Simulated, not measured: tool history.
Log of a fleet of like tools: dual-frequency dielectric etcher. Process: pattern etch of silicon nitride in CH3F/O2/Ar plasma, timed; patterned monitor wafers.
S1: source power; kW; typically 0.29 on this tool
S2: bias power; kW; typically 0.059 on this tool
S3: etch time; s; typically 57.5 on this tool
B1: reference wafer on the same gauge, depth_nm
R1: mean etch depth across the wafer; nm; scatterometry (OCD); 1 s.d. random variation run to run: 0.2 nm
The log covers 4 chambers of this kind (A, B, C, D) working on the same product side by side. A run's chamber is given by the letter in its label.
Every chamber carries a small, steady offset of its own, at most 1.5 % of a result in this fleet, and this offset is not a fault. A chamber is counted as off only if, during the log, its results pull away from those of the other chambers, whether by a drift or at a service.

Run 1C, hour 6.7: usual settings; B1 36.006. Result: R1 32.718 nm.
Run 2B, hour 12.4: usual settings; B1 36.009. Result: R1 33.282 nm.
Run 3D, hour 20.5: usual settings; B1 36.02. Result: R1 32.779 nm.
At hour 30.6: chamber D: source power generator calibrated.
Run 4A, hour 30.8: usual settings; B1 36.031. Result: R1 33.25 nm.
Run 5A, hour 43.2: usual settings; B1 35.967. Result: R1 32.82 nm.
Run 6C, hour 56: usual settings; B1 35.993. Result: R1 32.759 nm.
Run 7B, hour 62.4: usual settings; B1 36.019. Result: R1 33.787 nm.
Run 8D, hour 68.9: usual settings; B1 36.018. Result: R1 33.267 nm.
Run 9B, hour 74.6: usual settings; B1 36.011. Result: R1 33.717 nm.
Run 10D, hour 80.4: usual settings; B1 35.981. Result: R1 32.764 nm.
At hour 84.4: chamber B: wet clean of the chamber.
Run 11A, hour 91.5: usual settings; B1 35.966. Result: R1 33.172 nm.
Run 12C, hour 102.2: usual settings; B1 35.997. Result: R1 32.659 nm.
Run 13D, hour 108.1: usual settings; B1 35.985. Result: R1 32.84 nm.
Run 14B, hour 120: usual settings but S2 0.052 kW, S3 44.5 s; B1 35.977. Result: R1 24.575 nm.
At hour 124.6: chamber A: wet clean of the chamber.
Run 15A, hour 128.7: usual settings but S2 0.052 kW, S3 44.5 s; B1 35.973. Result: R1 25.826 nm.
Run 16C, hour 135.2: usual settings but S2 0.052 kW, S3 44.5 s; B1 35.99. Result: R1 24.506 nm.
Run 17D, hour 144.8: usual settings but S2 0.052 kW, S3 44.5 s; B1 36.002. Result: R1 24.319 nm.
Run 18C, hour 153.9: usual settings but S2 0.052 kW, S3 51.5 s; B1 35.958. Result: R1 28.554 nm.
Run 19A, hour 165.9: usual settings but S2 0.052 kW, S3 51.5 s; B1 36.01. Result: R1 29.951 nm.
Run 20B, hour 174.4: usual settings but S2 0.052 kW, S3 51.5 s; B1 35.994. Result: R1 29.024 nm.
At hour 180: chamber D: wet clean of the chamber.
Run 21B, hour 180.6: usual settings but S2 0.052 kW, S3 51.5 s; B1 35.976. Result: R1 28.918 nm.
Run 22C, hour 189.6: usual settings; B1 36.009. Result: R1 33.254 nm.
Run 23D, hour 200.6: usual settings; B1 35.975. Result: R1 32.947 nm.
Run 24A, hour 211.6: usual settings; B1 35.994. Result: R1 34.787 nm.
Run 25C, hour 220.2: usual settings; B1 36.038. Result: R1 33.037 nm.
Run 26B, hour 229.5: usual settings; B1 35.992. Result: R1 33.792 nm.
Run 27A, hour 236.4: usual settings but S3 45.5 s; B1 36.007. Result: R1 27.647 nm.
Run 28D, hour 248: usual settings but S3 45.5 s; B1 35.981. Result: R1 26.098 nm.
Run 29B, hour 254.4: usual settings but S3 45.5 s; B1 35.984. Result: R1 26.625 nm.
Run 30A, hour 261.1: usual settings but S3 45.5 s; B1 36.004. Result: R1 27.53 nm.
Run 31D, hour 273.1: usual settings; B1 36.009. Result: R1 32.991 nm.
Run 32C, hour 284.2: usual settings; B1 35.975. Result: R1 33.17 nm.

Has any chamber moved away from the others, gradually or after a service, or does the common gauge drift, or do the chambers differ only by their own small steady offsets? State the chamber and the most likely cause if one applies.

A service left chamber A off against the others.
Most likely cause: etch rate over this chamber's usual, % = 5.01.

Chamber A could run next with any of the 4 candidate recipes listed below; each alters the usual settings, and their results appear as question marks. Which one brings its results back in line with what the other chambers deliver on the usual settings?
A result is in line if it is within this distance of the other chambers' mean on the usual settings: R1 0.68 nm
Run 33A-1, hour 293.4: usual settings but S1 0.27 kW, S2 0.055 kW. Result: R1 ?.
Run 33A-2, hour 293.4: usual settings but S2 0.06 kW, S3 60 s. Result: R1 ?.
Run 33A-3, hour 293.4: usual settings but S1 0.28 kW, S2 0.058 kW, S3 53 s. Result: R1 ?.
Run 33A-4, hour 293.4: usual settings but S1 0.34 kW, S2 0.068 kW. Result: R1 ?.

On the usual settings, the other chambers give on average: R1 33.138 nm
  run      R1
33A-1  33.299
33A-2  36.735
33A-3  31.665
33A-4  38.977
33A-1 puts the chamber back in line with the other chambers.
